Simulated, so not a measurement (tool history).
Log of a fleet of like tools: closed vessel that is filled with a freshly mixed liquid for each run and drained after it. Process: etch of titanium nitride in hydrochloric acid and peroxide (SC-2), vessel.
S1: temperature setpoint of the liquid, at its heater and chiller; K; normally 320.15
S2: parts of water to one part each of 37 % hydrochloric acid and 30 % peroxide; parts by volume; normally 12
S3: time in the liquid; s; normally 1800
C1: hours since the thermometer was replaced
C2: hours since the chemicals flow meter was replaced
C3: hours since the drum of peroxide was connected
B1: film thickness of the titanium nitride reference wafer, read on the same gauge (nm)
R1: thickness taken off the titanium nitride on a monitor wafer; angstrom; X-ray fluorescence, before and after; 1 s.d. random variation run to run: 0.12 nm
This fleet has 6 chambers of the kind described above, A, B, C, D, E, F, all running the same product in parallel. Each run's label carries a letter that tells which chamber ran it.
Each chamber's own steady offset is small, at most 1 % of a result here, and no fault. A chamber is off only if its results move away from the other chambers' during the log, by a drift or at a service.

{"run": "1C", "hour": 16.3, "S1": 320.15, "S2": 12, "S3": 1800, "C1": 17.4, "C2": 332.2, "C3": 106.6, "B1": 39.984, "R1": 314.35}
{"run": "2A", "hour": 32.6, "S1": 320.15, "S2": 12, "S3": 1800, "C1": 2011.3, "C2": 387.6, "C3": 552, "B1": 40.008, "R1": 312.95}
{"run": "3F", "hour": 41.8, "S1": 320.15, "S2": 12, "S3": 1800, "C1": 1157.3, "C2": 310.2, "C3": 270.4, "B1": 39.988, "R1": 313.46}
{"run": "4B", "hour": 52.1, "S1": 320.15, "S2": 12, "S3": 1800, "C1": 941.5, "C2": 423, "C3": 221.3, "B1": 39.984, "R1": 314.43}
{"run": "5D", "hour": 61.8, "S1": 320.15, "S2": 12, "S3": 1800, "C1": 415.4, "C2": 816.2, "C3": 219, "B1": 39.989, "R1": 309.64}
{"run": "6E", "hour": 72.5, "S1": 320.15, "S2": 12, "S3": 1800, "C1": 360.4, "C2": 466.5, "C3": 818.4, "B1": 40.009, "R1": 313.05}
{"run": "7F", "hour": 87.7, "S1": 320.15, "S2": 12, "S3": 1800, "C1": 1203.2, "C2": 356.1, "C3": 316.3, "B1": 40.006, "R1": 313.22}
{"run": "8A", "hour": 98.8, "S1": 320.15, "S2": 12, "S3": 1800, "C1": 2077.5, "C2": 453.8, "C3": 618.2, "B1": 39.988, "R1": 312.55}
{"run": "9E", "hour": 109.7, "S1": 320.15, "S2": 12, "S3": 1800, "C1": 397.6, "C2": 503.7, "C3": 855.6, "B1": 40.015, "R1": 312.27}
{"hour": 113.7, "done": "chamber F: thermometer replaced"}
{"run": "10B", "hour": 118.4, "S1": 320.15, "S2": 12, "S3": 1800, "C1": 1007.8, "C2": 489.3, "C3": 287.6, "B1": 39.994, "R1": 312.72}
{"run": "11C", "hour": 125.8, "S1": 320.15, "S2": 12, "S3": 1800, "C1": 126.9, "C2": 441.7, "C3": 216.1, "B1": 40.023, "R1": 314.26}
{"hour": 127.0, "done": "chamber B: thermometer replaced"}
{"run": "12D", "hour": 140.5, "S1": 320.15, "S2": 12, "S3": 1800, "C1": 494.1, "C2": 894.9, "C3": 297.7, "B1": 39.996, "R1": 311.17}
{"run": "13E", "hour": 152.1, "S1": 320.15, "S2": 12, "S3": 1800, "C1": 440, "C2": 546.1, "C3": 898, "B1": 40.008, "R1": 313.64}
{"run": "14D", "hour": 165.4, "S1": 320.15, "S2": 12, "S3": 1800, "C1": 519, "C2": 919.8, "C3": 322.6, "B1": 39.982, "R1": 311.65}
{"run": "15A", "hour": 175.4, "S1": 320.15, "S2": 12, "S3": 1800, "C1": 2154.1, "C2": 530.4, "C3": 694.8, "B1": 40.014, "R1": 313.38}
{"run": "16B", "hour": 192.0, "S1": 320.15, "S2": 12, "S3": 1800, "C1": 65.1, "C2": 562.9, "C3": 361.2, "B1": 40.02, "R1": 311.89}
{"run": "17C", "hour": 206.5, "S1": 320.15, "S2": 12, "S3": 1800, "C1": 207.6, "C2": 522.4, "C3": 296.8, "B1": 40.046, "R1": 312.13}
{"hour": 216.1, "done": "chamber D: chemicals flow meter replaced"}
{"run": "18F", "hour": 221.7, "S1": 320.15, "S2": 12, "S3": 1800, "C1": 108.1, "C2": 490.1, "C3": 450.3, "B1": 39.986, "R1": 311.46}
{"run": "19F", "hour": 229.8, "S1": 320.15, "S2": 12, "S3": 1800, "C1": 116.2, "C2": 498.2, "C3": 458.4, "B1": 40.038, "R1": 311.47}
{"run": "20D", "hour": 244.2, "S1": 320.15, "S2": 12, "S3": 1800, "C1": 597.8, "C2": 28.2, "C3": 401.4, "B1": 40.038, "R1": 313.37}
{"hour": 247.8, "done": "chamber A: new drum of peroxide connected"}
{"run": "21A", "hour": 256.6, "S1": 320.15, "S2": 12, "S3": 1800, "C1": 2235.3, "C2": 611.6, "C3": 8.9, "B1": 40.022, "R1": 317.84}
{"run": "22B", "hour": 264.8, "S1": 328.15, "S2": 12, "S3": 1305, "C1": 137.9, "C2": 635.7, "C3": 434, "B1": 39.998, "R1": 384.95}
{"run": "23C", "hour": 278.2, "S1": 328.15, "S2": 12, "S3": 1305, "C1": 279.3, "C2": 594.1, "C3": 368.5, "B1": 40.005, "R1": 383.86}
{"hour": 287.8, "done": "chamber C: new drum of peroxide connected"}
{"run": "24E", "hour": 289.6, "S1": 328.15, "S2": 12, "S3": 1305, "C1": 577.5, "C2": 683.6, "C3": 1035.5, "B1": 39.999, "R1": 386.74}
{"run": "25B", "hour": 299.6, "S1": 328.15, "S2": 12, "S3": 1305, "C1": 172.7, "C2": 670.5, "C3": 468.8, "B1": 40.016, "R1": 386.38}
{"run": "26C", "hour": 313.9, "S1": 328.15, "S2": 12, "S3": 1305, "C1": 315, "C2": 629.8, "C3": 26.2, "B1": 40.053, "R1": 381.67}
{"hour": 314.6, "done": "chamber B: chemicals flow meter replaced"}
{"run": "27A", "hour": 326.3, "S1": 328.15, "S2": 12, "S3": 1305, "C1": 2305, "C2": 681.3, "C3": 78.6, "B1": 39.992, "R1": 392.62}
{"run": "28F", "hour": 341.1, "S1": 320.15, "S2": 12, "S3": 1800, "C1": 227.5, "C2": 609.5, "C3": 569.7, "B1": 39.989, "R1": 312.21}
{"run": "29D", "hour": 350.4, "S1": 320.15, "S2": 12, "S3": 1800, "C1": 704, "C2": 134.4, "C3": 507.6, "B1": 39.997, "R1": 310.8}
{"run": "30E", "hour": 365.8, "S1": 320.15, "S2": 12, "S3": 1800, "C1": 653.7, "C2": 759.8, "C3": 1111.7, "B1": 39.997, "R1": 313.12}
{"run": "31A", "hour": 376.8, "S1": 316.65, "S2": 12, "S3": 1800, "C1": 2355.5, "C2": 731.8, "C3": 129.1, "B1": 39.996, "R1": 250.76}
{"run": "32D", "hour": 388.0, "S1": 316.65, "S2": 12, "S3": 1800, "C1": 741.6, "C2": 172, "C3": 545.2, "B1": 39.989, "R1": 244.74}
{"run": "33B", "hour": 398.4, "S1": 316.65, "S2": 12, "S3": 1800, "C1": 271.5, "C2": 83.8, "C3": 567.6, "B1": 40.002, "R1": 244.22}
{"hour": 399.6, "done": "chamber D: thermometer replaced"}
{"run": "34C", "hour": 409.2, "S1": 316.65, "S2": 12, "S3": 1800, "C1": 410.3, "C2": 725.1, "C3": 121.5, "B1": 40.01, "R1": 246.77}
{"run": "35F", "hour": 425.0, "S1": 316.65, "S2": 12, "S3": 1800, "C1": 311.4, "C2": 693.4, "C3": 653.6, "B1": 39.998, "R1": 243.57}
{"hour": 432.5, "done": "chamber E: new drum of peroxide connected"}
{"run": "36E", "hour": 441.3, "S1": 316.65, "S2": 12, "S3": 1800, "C1": 729.2, "C2": 835.3, "C3": 8.8, "B1": 40.011, "R1": 247.42}
{"run": "37D", "hour": 456.6, "S1": 320.15, "S2": 12, "S3": 1800, "C1": 57, "C2": 240.6, "C3": 613.8, "B1": 39.986, "R1": 308.43}

Is one chamber off against the others, does the gauge drift, or is nothing wrong? If a chamber is off, say which, and what the likeliest cause is.

Little by little, chamber A moves away from the other chambers.
What lies behind it: chemicals flow above the setpoint (%) = 3.69.
The log may not separate it from: liquid hotter than its thermometer reads (K).

Here are 4 candidates for chamber A's next run, each the usual settings with a change, their results left as question marks. Which one brings its results back in line with what the others give on the usual settings?
Maximum distance from the other chambers' mean on the usual settings for a result to count as in line: R1 4.2 angstrom
{"run": "38A-1", "hour": 468.6, "S1": 320.15, "S2": 12, "S3": 1795, "R1": "?"}
{"run": "38A-2", "hour": 468.6, "S1": 319.65, "S2": 12, "S3": 1800, "R1": "?"}
{"run": "38A-3", "hour": 468.6, "S1": 320.15, "S2": 12, "S3": 1855, "R1": "?"}
{"run": "38A-4", "hour": 468.6, "S1": 320.15, "S2": 12, "S3": 1805, "R1": "?"}

The mean the other chambers reach with the usual settings: R1 312.12 angstrom
run=38A-1 R1=320.5
run=38A-2 R1=310.64
run=38A-3 R1=331.21
run=38A-4 R1=322.28
With 38A-2, the chamber falls back in line with the rest.

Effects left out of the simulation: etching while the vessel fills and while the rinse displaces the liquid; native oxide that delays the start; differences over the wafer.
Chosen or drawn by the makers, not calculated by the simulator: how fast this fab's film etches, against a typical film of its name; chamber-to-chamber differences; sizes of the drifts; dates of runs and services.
